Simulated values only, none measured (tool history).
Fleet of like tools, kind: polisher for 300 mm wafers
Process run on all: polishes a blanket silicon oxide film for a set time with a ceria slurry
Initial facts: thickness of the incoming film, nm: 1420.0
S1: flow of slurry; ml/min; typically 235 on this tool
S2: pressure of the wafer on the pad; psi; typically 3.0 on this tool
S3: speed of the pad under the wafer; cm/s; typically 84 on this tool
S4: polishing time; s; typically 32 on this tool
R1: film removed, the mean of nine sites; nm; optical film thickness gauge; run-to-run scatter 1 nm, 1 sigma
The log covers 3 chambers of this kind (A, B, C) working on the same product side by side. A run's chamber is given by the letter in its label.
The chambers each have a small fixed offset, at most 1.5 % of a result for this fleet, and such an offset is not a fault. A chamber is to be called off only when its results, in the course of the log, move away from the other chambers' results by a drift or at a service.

run	hour	S1	S2	S3	S4	R1
1B	6.2	235	3.0	84	32	128.560
# hour 10.2: chamber C: slurry nozzle cleaned
2A	11.2	235	3.0	84	32	125.070
3C	15.3	235	3.0	84	32	125.100
4B	20.9	235	3.0	84	32	129.230
5C	24.7	235	3.0	84	32	122.260
# hour 27.4: chamber C: worn pad replaced by a new one
6A	28.1	235	3.0	84	32	124.840
7B	33.8	235	3.0	84	32	129.070
8A	38.2	235	3.0	84	32	124.140
9C	41.8	235	3.0	84	32	125.400
10C	46.0	235	4.0	84	32	165.370
# hour 49.2: chamber B: worn pad replaced by a new one
11A	50.3	235	4.0	84	32	166.510
12B	55.4	235	4.0	84	32	172.530
# hour 56.4: chamber A: worn pad replaced by a new one
13C	60.9	235	3.0	84	32	124.700
14B	68.2	235	3.0	84	32	130.110
15A	73.5	235	3.0	84	32	125.850
# hour 77.3: chamber A: head pressure recalibrated
16A	78.1	235	3.0	60	32	95.980
17C	82.9	235	3.0	60	32	89.529
18B	86.6	235	3.0	60	32	90.302
19A	89.8	235	3.0	84	32	135.550
20C	93.9	235	3.0	84	32	125.830
21B	101.1	235	3.0	84	32	127.890
22C	107.4	235	3.0	84	32	125.650
# hour 112.4: chamber A: slurry nozzle cleaned
23A	114.1	235	3.0	84	32	134.670
24B	118.1	235	3.0	84	32	128.210
25B	123.6	235	3.0	84	32	127.920
# hour 127.6: chamber C: worn pad replaced by a new one
26A	129.6	235	2.6	84	32	119.970
27C	134.9	235	2.6	84	32	108.950
28C	139.5	235	2.6	84	32	107.910
29B	143.7	235	3.0	84	32	128.410
30A	150.7	275	3.0	84	42	183.430
# hour 155.1: chamber A: worn pad replaced by a new one
31A	155.8	275	3.0	84	42	182.320

All 3 chambers run these settings next. Forecast each chamber's results:
32A	161.1	235	3.0	84	32	?
32B	161.1	235	3.0	84	32	?
32C	161.1	235	3.0	84	32	?

run	R1
32A	136.040
32B	127.980
32C	125.030
